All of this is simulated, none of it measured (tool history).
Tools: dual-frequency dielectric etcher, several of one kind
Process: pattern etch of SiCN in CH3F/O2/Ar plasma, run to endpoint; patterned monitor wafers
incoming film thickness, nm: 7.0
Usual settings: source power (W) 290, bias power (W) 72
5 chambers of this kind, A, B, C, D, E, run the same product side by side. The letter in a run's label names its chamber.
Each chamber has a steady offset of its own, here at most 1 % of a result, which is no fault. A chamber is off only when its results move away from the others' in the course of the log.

run 1C day=0.238 | source_power_(W)=290 bias_power_(W)=72 | endpoint_time_(s)=20.976
run 2A day=0.388 | source_power_(W)=290 bias_power_(W)=72 | endpoint_time_(s)=20.794
run 3E day=0.521 | source_power_(W)=290 bias_power_(W)=72 | endpoint_time_(s)=21.044
run 4B day=0.646 | source_power_(W)=290 bias_power_(W)=72 | endpoint_time_(s)=21.365
run 5D day=0.788 | source_power_(W)=290 bias_power_(W)=72 | endpoint_time_(s)=21.011
run 6C day=0.942 | source_power_(W)=290 bias_power_(W)=72 | endpoint_time_(s)=21.052
run 7E day=1.079 | source_power_(W)=290 bias_power_(W)=72 | endpoint_time_(s)=21.175
run 8A day=1.233 | source_power_(W)=290 bias_power_(W)=72 | endpoint_time_(s)=20.754
run 9B day=1.454 | source_power_(W)=340 bias_power_(W)=55 | endpoint_time_(s)=21.957
run 10D day=1.667 | source_power_(W)=340 bias_power_(W)=55 | endpoint_time_(s)=21.726
run 11B day=1.921 | source_power_(W)=340 bias_power_(W)=55 | endpoint_time_(s)=22.173
run 12C day=2.058 | source_power_(W)=340 bias_power_(W)=55 | endpoint_time_(s)=21.763
run 13A day=2.304 | source_power_(W)=340 bias_power_(W)=55 | endpoint_time_(s)=21.445
run 14E day=2.421 | source_power_(W)=290 bias_power_(W)=72 | endpoint_time_(s)=21.126
run 15D day=2.550 | source_power_(W)=290 bias_power_(W)=72 | endpoint_time_(s)=21.050
run 16A day=2.704 | source_power_(W)=290 bias_power_(W)=72 | endpoint_time_(s)=20.799
run 17C day=2.892 | source_power_(W)=290 bias_power_(W)=72 | endpoint_time_(s)=20.885
run 18B day=3.038 | source_power_(W)=290 bias_power_(W)=72 | endpoint_time_(s)=21.220
run 19D day=3.288 | source_power_(W)=290 bias_power_(W)=72 | endpoint_time_(s)=21.056
run 20E day=3.529 | source_power_(W)=290 bias_power_(W)=72 | endpoint_time_(s)=21.122
run 21D day=3.783 | source_power_(W)=290 bias_power_(W)=72 | endpoint_time_(s)=20.976
run 22B day=3.946 | source_power_(W)=290 bias_power_(W)=72 | endpoint_time_(s)=21.283
run 23A day=4.158 | source_power_(W)=290 bias_power_(W)=72 | endpoint_time_(s)=20.793
run 24C day=4.350 | source_power_(W)=290 bias_power_(W)=72 | endpoint_time_(s)=20.908
run 25E day=4.579 | source_power_(W)=230 bias_power_(W)=78 | endpoint_time_(s)=22.226
-- day=4.588 chamber A: wet clean of the chamber
-- day=4.662 chamber B: wet clean of the chamber
-- day=4.783 chamber E: wet clean of the chamber
run 26D day=4.812 | source_power_(W)=230 bias_power_(W)=78 | endpoint_time_(s)=22.179
run 27C day=4.946 | source_power_(W)=230 bias_power_(W)=78 | endpoint_time_(s)=22.367
run 28E day=5.079 | source_power_(W)=230 bias_power_(W)=78 | endpoint_time_(s)=22.442
run 29A day=5.300 | source_power_(W)=230 bias_power_(W)=78 | endpoint_time_(s)=22.056
run 30B day=5.542 | source_power_(W)=290 bias_power_(W)=72 | endpoint_time_(s)=20.325
run 31A day=5.758 | source_power_(W)=290 bias_power_(W)=72 | endpoint_time_(s)=20.862
run 32C day=5.904 | source_power_(W)=290 bias_power_(W)=72 | endpoint_time_(s)=20.992
run 33D day=6.150 | source_power_(W)=290 bias_power_(W)=72 | endpoint_time_(s)=20.897
run 34B day=6.258 | source_power_(W)=290 bias_power_(W)=72 | endpoint_time_(s)=20.165
run 35E day=6.492 | source_power_(W)=290 bias_power_(W)=72 | endpoint_time_(s)=21.052
run 36A day=6.671 | source_power_(W)=290 bias_power_(W)=72 | endpoint_time_(s)=20.946
run 37B day=6.888 | source_power_(W)=360 bias_power_(W)=87 | endpoint_time_(s)=17.446
run 38E day=7.083 | source_power_(W)=360 bias_power_(W)=87 | endpoint_time_(s)=18.112
run 39D day=7.338 | source_power_(W)=360 bias_power_(W)=87 | endpoint_time_(s)=18.119
run 40C day=7.450 | source_power_(W)=360 bias_power_(W)=87 | endpoint_time_(s)=18.094
run 41E day=7.654 | source_power_(W)=360 bias_power_(W)=87 | endpoint_time_(s)=18.121
run 42C day=7.779 | source_power_(W)=290 bias_power_(W)=72 | endpoint_time_(s)=21.065
run 43A day=7.979 | source_power_(W)=270 bias_power_(W)=80 | endpoint_time_(s)=20.727

Is one chamber off against the others, does the gauge drift, or is nothing wrong? If a chamber is off, say which, and what the likeliest cause is.

A service left chamber B off against the others.
Cause: etch rate over this chamber's usual, % = 5.05.

Here are 4 candidates for chamber B's next run, each the usual settings with a change, their results left as question marks. Which one brings its results back in line with what the others give on the usual settings?
In line means no further than this from the other chambers' mean on the usual settings: endpoint time (s) 0.270
run 44B-1 day=8.162 | source_power_(W)=290 bias_power_(W)=65 | endpoint_time_(s)=?
run 44B-2 day=8.162 | source_power_(W)=300 bias_power_(W)=73 | endpoint_time_(s)=?
run 44B-3 day=8.162 | source_power_(W)=280 bias_power_(W)=71 | endpoint_time_(s)=?
run 44B-4 day=8.162 | source_power_(W)=300 bias_power_(W)=76 | endpoint_time_(s)=?

The other chambers' mean on the usual settings: endpoint time (s) 20.983
run=44B-1 endpoint_time_(s)=20.990
run=44B-2 endpoint_time_(s)=19.871
run=44B-3 endpoint_time_(s)=20.591
run=44B-4 endpoint_time_(s)=19.578
44B-1 brings the chamber back in line.
